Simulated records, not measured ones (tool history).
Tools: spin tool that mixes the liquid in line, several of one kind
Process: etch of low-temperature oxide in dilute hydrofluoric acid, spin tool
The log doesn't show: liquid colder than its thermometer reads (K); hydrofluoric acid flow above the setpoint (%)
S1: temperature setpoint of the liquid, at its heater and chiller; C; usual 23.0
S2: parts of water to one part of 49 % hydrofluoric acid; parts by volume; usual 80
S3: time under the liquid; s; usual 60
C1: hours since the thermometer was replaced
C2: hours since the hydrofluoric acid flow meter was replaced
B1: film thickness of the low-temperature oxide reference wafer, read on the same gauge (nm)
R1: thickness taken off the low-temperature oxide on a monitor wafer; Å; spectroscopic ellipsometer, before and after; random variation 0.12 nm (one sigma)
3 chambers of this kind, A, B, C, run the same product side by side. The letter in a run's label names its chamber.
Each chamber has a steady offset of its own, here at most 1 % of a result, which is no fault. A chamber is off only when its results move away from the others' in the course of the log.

run,day,S1,S2,S3,C1,C2,B1,R1
1C,0.292,23.0,80,60,613.5,1112.1,90.017,174.05
2B,0.800,23.0,80,60,418.4,354.4,90.029,173.96
3A,1.262,23.0,80,60,873.9,673.4,89.990,175.69
4A,1.596,23.0,80,60,881.9,681.4,89.968,177.49
5B,1.908,23.0,80,60,445.0,381.0,90.001,174.23
6C,2.204,23.0,80,60,659.4,1158.0,90.026,173.77
7B,2.629,23.0,80,60,462.3,398.3,89.985,175.63
8C,2.900,23.0,80,60,676.1,1174.7,90.036,175.07
9A,3.221,23.0,80,60,920.9,720.4,90.043,176.59
10A,3.654,23.0,80,60,931.3,730.8,89.975,176.72
11B,3.933,23.0,80,60,493.6,429.6,90.001,174.60
# day 4.133: chamber C: hydrofluoric acid flow meter replaced
12C,4.279,23.0,80,60,709.2,3.5,90.014,174.75
13A,4.633,26.5,80,90,954.8,754.3,90.001,304.69
14B,5.142,26.5,80,90,522.6,458.6,89.997,300.38
# day 5.375: chamber B: thermometer replaced
15C,5.542,26.5,80,90,739.5,33.8,90.013,298.57
16B,5.933,23.0,80,60,13.5,477.6,89.946,173.18
17C,6.262,20.5,80,60,756.8,51.1,89.948,155.05
18A,6.796,20.5,80,60,1006.7,806.2,89.992,159.73
19C,7.150,20.5,80,60,778.1,72.4,90.049,153.62
20A,7.529,23.0,80,60,1024.3,823.8,90.011,174.57
21B,7.792,23.0,80,60,58.1,522.2,89.958,172.29
22A,8.025,23.0,60,60,1036.2,835.7,90.030,242.18
23C,8.554,23.0,60,60,811.8,106.1,89.961,230.70
24B,8.817,23.0,60,60,82.7,546.8,90.034,239.06
25C,9.296,23.0,80,60,829.6,123.9,90.056,168.55
26B,9.783,23.0,80,60,105.9,570.0,89.998,176.30
27A,10.204,23.0,80,60,1088.5,888.0,89.984,177.57
28B,10.546,23.0,80,60,124.2,588.3,90.049,172.61
29A,10.996,23.0,80,60,1107.5,907.0,90.009,176.75
30C,11.229,23.0,80,60,876.0,170.3,90.031,167.81
31C,11.504,23.0,80,60,882.6,176.9,89.997,165.77
32A,11.762,23.0,80,60,1125.9,925.4,90.005,177.16
33B,12.217,23.0,80,60,164.3,628.4,89.982,174.45
34A,12.454,27.0,80,45,1142.5,942.0,90.037,155.23
35B,12.896,27.0,80,45,180.6,644.7,90.025,152.94
36C,13.200,27.0,80,45,923.3,217.6,89.937,144.56

All 3 chambers run these settings next. Forecast each chamber's results:
37A,13.579,23.0,80,60,,,,?
37B,13.579,23.0,80,60,,,,?
37C,13.579,23.0,80,60,,,,?

run,R1
37A,177.94
37B,174.28
37C,163.41
